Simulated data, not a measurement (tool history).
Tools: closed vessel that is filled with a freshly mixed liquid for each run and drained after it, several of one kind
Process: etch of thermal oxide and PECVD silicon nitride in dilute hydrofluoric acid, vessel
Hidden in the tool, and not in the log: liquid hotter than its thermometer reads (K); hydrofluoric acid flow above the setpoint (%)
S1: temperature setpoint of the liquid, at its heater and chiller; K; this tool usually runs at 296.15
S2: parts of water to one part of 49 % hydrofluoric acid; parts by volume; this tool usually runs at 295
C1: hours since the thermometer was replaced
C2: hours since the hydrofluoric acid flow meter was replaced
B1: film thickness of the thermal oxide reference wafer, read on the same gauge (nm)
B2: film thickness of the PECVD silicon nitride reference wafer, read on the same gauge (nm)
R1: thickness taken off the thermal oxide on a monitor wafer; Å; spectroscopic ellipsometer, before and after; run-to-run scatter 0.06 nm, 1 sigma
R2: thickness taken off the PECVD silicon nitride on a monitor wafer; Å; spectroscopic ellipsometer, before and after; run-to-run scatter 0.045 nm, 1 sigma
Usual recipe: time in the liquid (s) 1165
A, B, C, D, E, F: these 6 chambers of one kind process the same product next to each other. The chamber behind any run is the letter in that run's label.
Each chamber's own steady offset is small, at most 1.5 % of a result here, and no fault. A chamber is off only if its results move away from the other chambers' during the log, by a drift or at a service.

run 1A hour=14.5 | S1=296.15 S2=295 time_in_the_liquid_(s)=1165 | C1=1684.3 C2=1662.2 | B1=79.959 B2=89.991 | R1=152.79 R2=86.948
run 2C hour=30.4 | S1=296.15 S2=295 time_in_the_liquid_(s)=1165 | C1=761.5 C2=1305.3 | B1=79.985 B2=90.003 | R1=151.31 R2=87.789
run 3F hour=44.3 | S1=296.15 S2=295 time_in_the_liquid_(s)=1165 | C1=1684.4 C2=1181.5 | B1=80.045 B2=90.020 | R1=152.07 R2=87.213
-- hour=48.3 chamber A: hydrofluoric acid flow meter replaced
run 4D hour=53.0 | S1=296.15 S2=295 time_in_the_liquid_(s)=1165 | C1=750.2 C2=958.3 | B1=80.012 B2=90.050 | R1=150.56 R2=86.516
run 5E hour=61.1 | S1=296.15 S2=295 time_in_the_liquid_(s)=1165 | C1=179.4 C2=1160.4 | B1=79.989 B2=89.994 | R1=152.14 R2=87.339
-- hour=64.2 chamber D: thermometer replaced
run 6B hour=75.5 | S1=296.15 S2=295 time_in_the_liquid_(s)=1165 | C1=1039.1 C2=1000.7 | B1=80.002 B2=89.997 | R1=149.82 R2=86.743
run 7E hour=83.6 | S1=296.15 S2=295 time_in_the_liquid_(s)=1165 | C1=201.9 C2=1182.9 | B1=79.979 B2=89.998 | R1=151.68 R2=86.894
run 8D hour=91.2 | S1=296.15 S2=295 time_in_the_liquid_(s)=1165 | C1=27.0 C2=996.5 | B1=79.990 B2=89.985 | R1=151.34 R2=86.624
-- hour=97.1 chamber E: hydrofluoric acid flow meter replaced
run 9C hour=104.9 | S1=296.15 S2=295 time_in_the_liquid_(s)=1165 | C1=836.0 C2=1379.8 | B1=79.960 B2=90.004 | R1=152.28 R2=87.304
run 10F hour=117.2 | S1=296.15 S2=295 time_in_the_liquid_(s)=1165 | C1=1757.3 C2=1254.4 | B1=80.004 B2=90.039 | R1=151.49 R2=87.611
run 11A hour=131.2 | S1=296.15 S2=295 time_in_the_liquid_(s)=1165 | C1=1801.0 C2=83.0 | B1=79.988 B2=90.000 | R1=151.82 R2=86.817
run 12B hour=145.3 | S1=296.15 S2=395 time_in_the_liquid_(s)=1165 | C1=1108.9 C2=1070.5 | B1=79.985 B2=90.033 | R1=101.08 R2=65.556
run 13A hour=156.4 | S1=296.15 S2=395 time_in_the_liquid_(s)=1165 | C1=1826.2 C2=108.2 | B1=80.003 B2=89.988 | R1=104.19 R2=65.333
run 14D hour=170.5 | S1=296.15 S2=395 time_in_the_liquid_(s)=1165 | C1=106.3 C2=1075.8 | B1=79.998 B2=90.015 | R1=102.69 R2=65.059
run 15B hour=178.3 | S1=296.15 S2=395 time_in_the_liquid_(s)=1165 | C1=1141.9 C2=1103.5 | B1=80.009 B2=89.948 | R1=102.18 R2=64.440
run 16C hour=188.3 | S1=296.15 S2=395 time_in_the_liquid_(s)=1165 | C1=919.4 C2=1463.2 | B1=79.994 B2=90.013 | R1=103.70 R2=65.795
run 17F hour=200.7 | S1=296.15 S2=395 time_in_the_liquid_(s)=1165 | C1=1840.8 C2=1337.9 | B1=79.989 B2=90.003 | R1=103.60 R2=65.451
run 18E hour=211.9 | S1=296.15 S2=295 time_in_the_liquid_(s)=1165 | C1=330.2 C2=114.9 | B1=80.024 B2=89.988 | R1=151.52 R2=87.007
run 19C hour=220.5 | S1=296.15 S2=295 time_in_the_liquid_(s)=1165 | C1=951.6 C2=1495.4 | B1=80.046 B2=90.045 | R1=152.84 R2=88.259
run 20B hour=234.4 | S1=296.15 S2=295 time_in_the_liquid_(s)=1165 | C1=1198.0 C2=1159.6 | B1=79.969 B2=90.028 | R1=148.84 R2=86.591
run 21A hour=244.3 | S1=296.15 S2=295 time_in_the_liquid_(s)=1165 | C1=1914.1 C2=196.1 | B1=80.032 B2=90.011 | R1=152.00 R2=87.619
run 22F hour=257.6 | S1=299.15 S2=295 time_in_the_liquid_(s)=1165 | C1=1897.7 C2=1394.8 | B1=79.971 B2=89.988 | R1=170.82 R2=105.620
run 23E hour=270.4 | S1=299.15 S2=295 time_in_the_liquid_(s)=1165 | C1=388.7 C2=173.4 | B1=80.000 B2=90.024 | R1=169.19 R2=105.470
-- hour=272.8 chamber D: hydrofluoric acid flow meter replaced
run 24D hour=280.3 | S1=299.15 S2=295 time_in_the_liquid_(s)=1165 | C1=216.1 C2=7.6 | B1=80.017 B2=90.030 | R1=166.80 R2=104.390
run 25D hour=289.6 | S1=299.15 S2=295 time_in_the_liquid_(s)=1165 | C1=225.4 C2=16.9 | B1=79.989 B2=90.002 | R1=168.52 R2=103.330
run 26B hour=300.4 | S1=299.15 S2=295 time_in_the_liquid_(s)=1165 | C1=1264.0 C2=1225.6 | B1=80.005 B2=90.003 | R1=166.89 R2=103.300
run 27C hour=312.6 | S1=299.15 S2=295 time_in_the_liquid_(s)=1165 | C1=1043.7 C2=1587.5 | B1=79.991 B2=89.974 | R1=168.65 R2=105.950
run 28F hour=326.5 | S1=296.15 S2=295 time_in_the_liquid_(s)=1165 | C1=1966.6 C2=1463.7 | B1=79.948 B2=90.012 | R1=155.69 R2=88.784
-- hour=330.2 chamber E: thermometer replaced
run 29A hour=340.3 | S1=296.15 S2=295 time_in_the_liquid_(s)=1165 | C1=2010.1 C2=292.1 | B1=79.946 B2=90.013 | R1=152.46 R2=86.551
run 30E hour=355.9 | S1=296.15 S2=295 time_in_the_liquid_(s)=1165 | C1=25.7 C2=258.9 | B1=79.957 B2=89.994 | R1=150.81 R2=86.926
run 31E hour=368.5 | S1=296.15 S2=295 time_in_the_liquid_(s)=1165 | C1=38.3 C2=271.5 | B1=80.046 B2=89.978 | R1=150.84 R2=87.294
run 32B hour=376.4 | S1=296.15 S2=295 time_in_the_liquid_(s)=1165 | C1=1340.0 C2=1301.6 | B1=79.992 B2=90.027 | R1=150.07 R2=87.443
run 33C hour=384.9 | S1=296.15 S2=295 time_in_the_liquid_(s)=1165 | C1=1116.0 C2=1659.8 | B1=79.975 B2=90.018 | R1=151.92 R2=88.311
run 34D hour=400.3 | S1=296.15 S2=295 time_in_the_liquid_(s)=1165 | C1=336.1 C2=127.6 | B1=80.002 B2=90.054 | R1=151.54 R2=86.285
run 35A hour=414.2 | S1=293.65 S2=295 time_in_the_liquid_(s)=1165 | C1=2084.0 C2=366.0 | B1=80.006 B2=90.022 | R1=140.20 R2=74.337
run 36F hour=428.1 | S1=293.65 S2=295 time_in_the_liquid_(s)=1165 | C1=2068.2 C2=1565.3 | B1=79.997 B2=89.968 | R1=142.91 R2=75.828
run 37E hour=438.8 | S1=293.65 S2=295 time_in_the_liquid_(s)=1165 | C1=108.6 C2=341.8 | B1=79.990 B2=90.002 | R1=139.39 R2=73.971
run 38B hour=449.0 | S1=293.65 S2=295 time_in_the_liquid_(s)=1165 | C1=1412.6 C2=1374.2 | B1=80.004 B2=90.027 | R1=138.19 R2=73.616
run 39A hour=457.0 | S1=293.65 S2=295 time_in_the_liquid_(s)=1165 | C1=2126.8 C2=408.8 | B1=79.997 B2=90.000 | R1=138.56 R2=74.376
run 40F hour=472.9 | S1=293.65 S2=295 time_in_the_liquid_(s)=1165 | C1=2113.0 C2=1610.1 | B1=79.977 B2=90.031 | R1=144.18 R2=76.909

Is one chamber out of step, is the gauge drifting, or do the chambers differ by no more than their own small offsets? For an off chamber, give its letter and the likeliest cause.

It is chamber F that slowly wanders off from its peers.
Cause: hydrofluoric acid flow above the setpoint (%) = 3.3.

Which of the 4 candidates below, each the usual settings with something changed and its results left as question marks, puts chamber F back in line with what the other chambers give on the usual settings?
Allowed miss from the other chambers' usual-settings mean, per result, to count as in line: R1 2.10 Å; R2 1.600 Å
run 41F-1 hour=484.6 | S1=296.15 S2=305 time_in_the_liquid_(s)=1165 | R1=? R2=?
run 41F-2 hour=484.6 | S1=296.15 S2=300 time_in_the_liquid_(s)=1170 | R1=? R2=?
run 41F-3 hour=484.6 | S1=296.15 S2=285 time_in_the_liquid_(s)=1165 | R1=? R2=?
run 41F-4 hour=484.6 | S1=296.15 S2=290 time_in_the_liquid_(s)=1160 | R1=? R2=?

Average result of the remaining chambers running the usual settings: R1 151.42 Å; R2 87.075 Å
run=41F-1 R1=151.49 R2=86.979
run=41F-2 R1=155.44 R2=88.806
run=41F-3 R1=165.40 R2=93.078
run=41F-4 R1=161.03 R2=91.079
The answer is 41F-1, which returns the chamber to within the allowed miss of the others.

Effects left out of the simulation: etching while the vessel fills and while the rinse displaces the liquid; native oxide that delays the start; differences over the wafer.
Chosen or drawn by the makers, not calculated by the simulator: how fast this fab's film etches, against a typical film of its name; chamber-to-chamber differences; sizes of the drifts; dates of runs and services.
